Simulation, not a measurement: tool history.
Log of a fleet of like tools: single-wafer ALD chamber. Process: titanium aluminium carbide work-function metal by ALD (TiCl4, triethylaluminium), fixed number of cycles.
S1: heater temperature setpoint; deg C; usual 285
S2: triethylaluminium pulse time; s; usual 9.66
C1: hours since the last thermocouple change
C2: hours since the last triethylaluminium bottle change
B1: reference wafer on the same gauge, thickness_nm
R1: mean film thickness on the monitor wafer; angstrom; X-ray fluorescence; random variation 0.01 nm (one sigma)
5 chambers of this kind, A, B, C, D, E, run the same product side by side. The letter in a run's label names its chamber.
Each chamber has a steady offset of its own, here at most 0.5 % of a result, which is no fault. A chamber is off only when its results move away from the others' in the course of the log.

Run 1B, hour 4.8: usual settings; C1 161.9; C2 1039.5; B1 1.9088. Result: R1 18.7 angstrom.
Run 2A, hour 10.2: usual settings; C1 1666; C2 147.5; B1 1.9114. Result: R1 18.392 angstrom.
Run 3E, hour 14.9: usual settings; C1 785; C2 237.7; B1 1.9082. Result: R1 18.748 angstrom.
Run 4D, hour 18.4: usual settings; C1 680.2; C2 700.8; B1 1.9094. Result: R1 18.541 angstrom.
Run 5C, hour 23.3: usual settings; C1 168.8; C2 1189.4; B1 1.9076. Result: R1 18.56 angstrom.
Run 6A, hour 28.1: usual settings; C1 1683.9; C2 165.4; B1 1.9101. Result: R1 18.661 angstrom.
Run 7E, hour 33: usual settings; C1 803.1; C2 255.8; B1 1.9093. Result: R1 18.698 angstrom.
Run 8B, hour 36: usual settings; C1 193.1; C2 1070.7; B1 1.9087. Result: R1 18.633 angstrom.
Run 9D, hour 40.7: usual settings; C1 702.5; C2 723.1; B1 1.9088. Result: R1 18.646 angstrom.
Run 10C, hour 43.3: usual settings but S2 11.15 s; C1 188.8; C2 1209.4; B1 1.91. Result: R1 18.828 angstrom.
Run 11E, hour 48.7: usual settings but S2 11.15 s; C1 818.8; C2 271.5; B1 1.9109. Result: R1 18.861 angstrom.
Run 12B, hour 51.6: usual settings but S2 11.15 s; C1 208.7; C2 1086.3; B1 1.91. Result: R1 18.774 angstrom.
Run 13D, hour 56.2: usual settings but S2 11.15 s; C1 718; C2 738.6; B1 1.9132. Result: R1 18.7 angstrom.
Run 14A, hour 61.1: usual settings but S2 11.15 s; C1 1716.9; C2 198.4; B1 1.91. Result: R1 18.803 angstrom.
Run 15C, hour 65.2: usual settings; C1 210.7; C2 1231.3; B1 1.9115. Result: R1 18.587 angstrom.
Run 16E, hour 67.8: usual settings; C1 837.9; C2 290.6; B1 1.9077. Result: R1 18.797 angstrom.
Run 17A, hour 70.6: usual settings; C1 1726.4; C2 207.9; B1 1.9094. Result: R1 18.381 angstrom.
Run 18B, hour 74.4: usual settings; C1 231.5; C2 1109.1; B1 1.9118. Result: R1 18.807 angstrom.
Run 19C, hour 77.4: usual settings; C1 222.9; C2 1243.5; B1 1.9122. Result: R1 18.732 angstrom.
Run 20D, hour 80.4: usual settings; C1 742.2; C2 762.8; B1 1.9097. Result: R1 18.472 angstrom.
Run 21B, hour 83.9: usual settings; C1 241; C2 1118.6; B1 1.9117. Result: R1 18.632 angstrom.
Run 22C, hour 86.3: usual settings; C1 231.8; C2 1252.4; B1 1.9125. Result: R1 18.602 angstrom.
Run 23E, hour 89.5: usual settings; C1 859.6; C2 312.3; B1 1.9098. Result: R1 18.78 angstrom.
Run 24D, hour 94.4: usual settings; C1 756.2; C2 776.8; B1 1.9109. Result: R1 18.683 angstrom.
Run 25A, hour 97.1: usual settings but S1 272 deg C; C1 1752.9; C2 234.4; B1 1.9094. Result: R1 17.278 angstrom.
Run 26E, hour 101: usual settings but S1 272 deg C; C1 871.1; C2 323.8; B1 1.9099. Result: R1 17.731 angstrom.
Run 27D, hour 103.7: usual settings but S1 272 deg C; C1 765.5; C2 786.1; B1 1.9069. Result: R1 17.421 angstrom.
Run 28C, hour 106.6: usual settings but S1 272 deg C; C1 252.1; C2 1272.7; B1 1.9101. Result: R1 17.506 angstrom.
Run 29A, hour 109.7: usual settings but S1 272 deg C; C1 1765.5; C2 247; B1 1.9107. Result: R1 17.123 angstrom.
Run 30B, hour 113.8: usual settings; C1 270.9; C2 1148.5; B1 1.9089. Result: R1 18.67 angstrom.
Run 31A, hour 119: usual settings; C1 1774.8; C2 256.3; B1 1.9089. Result: R1 18.115 angstrom.
Run 32D, hour 121.6: usual settings; C1 783.4; C2 804; B1 1.9099. Result: R1 18.691 angstrom.
Run 33C, hour 125.3: usual settings; C1 270.8; C2 1291.4; B1 1.9078. Result: R1 18.605 angstrom.
Run 34B, hour 129.1: usual settings; C1 286.2; C2 1163.8; B1 1.9121. Result: R1 18.589 angstrom.
Run 35E, hour 133.1: usual settings; C1 903.2; C2 355.9; B1 1.9111. Result: R1 18.783 angstrom.
Run 36E, hour 137.3: usual settings but S1 292 deg C; C1 907.4; C2 360.1; B1 1.9077. Result: R1 19.293 angstrom.
Run 37B, hour 140: usual settings but S1 292 deg C; C1 297.1; C2 1174.7; B1 1.9089. Result: R1 19.408 angstrom.
Run 38A, hour 142.7: usual settings but S1 292 deg C; C1 1798.5; C2 280; B1 1.9108. Result: R1 18.452 angstrom.
Run 39D, hour 145.9: usual settings but S1 292 deg C; C1 807.7; C2 828.3; B1 1.9119. Result: R1 19.151 angstrom.
Run 40C, hour 150: usual settings but S1 292 deg C; C1 295.5; C2 1316.1; B1 1.91. Result: R1 19.127 angstrom.
Run 41B, hour 155.4: usual settings; C1 312.5; C2 1190.1; B1 1.9102. Result: R1 18.744 angstrom.
Run 42E, hour 159.6: usual settings but S1 281 deg C, S2 7.07 s; C1 929.7; C2 382.4; B1 1.9094. Result: R1 17.589 angstrom.
Run 43A, hour 163.1: usual settings but S1 281 deg C, S2 7.07 s; C1 1818.9; C2 300.4; B1 1.9132. Result: R1 15.547 angstrom.

Is one chamber off against the others, does the gauge drift, or is nothing wrong? If a chamber is off, say which, and what the likeliest cause is.

Chamber A drifts away from the others.
Cause: triethylaluminium dose below that of a fresh bottle (%) = 29.8.

Here are 4 candidates for chamber A's next run, each the usual settings with a change, their results left as question marks. Which one brings its results back in line with what the others give on the usual settings?
In line means no further than this from the other chambers' mean on the usual settings: R1 0.36 angstrom
Run 44A-1, hour 167: usual settings but S1 287 deg C, S2 10.4 s. Result: R1 ?.
Run 44A-2, hour 167: usual settings but S1 271 deg C. Result: R1 ?.
Run 44A-3, hour 167: usual settings but S1 283 deg C, S2 8.92 s. Result: R1 ?.
Run 44A-4, hour 167: usual settings but S1 290 deg C, S2 11.66 s. Result: R1 ?.

The other chambers' mean on the usual settings: R1 18.613 angstrom
  run      R1
44A-1  17.862
44A-2  16.266
44A-3  16.846
44A-4  18.541
44A-4 brings the chamber back in line.
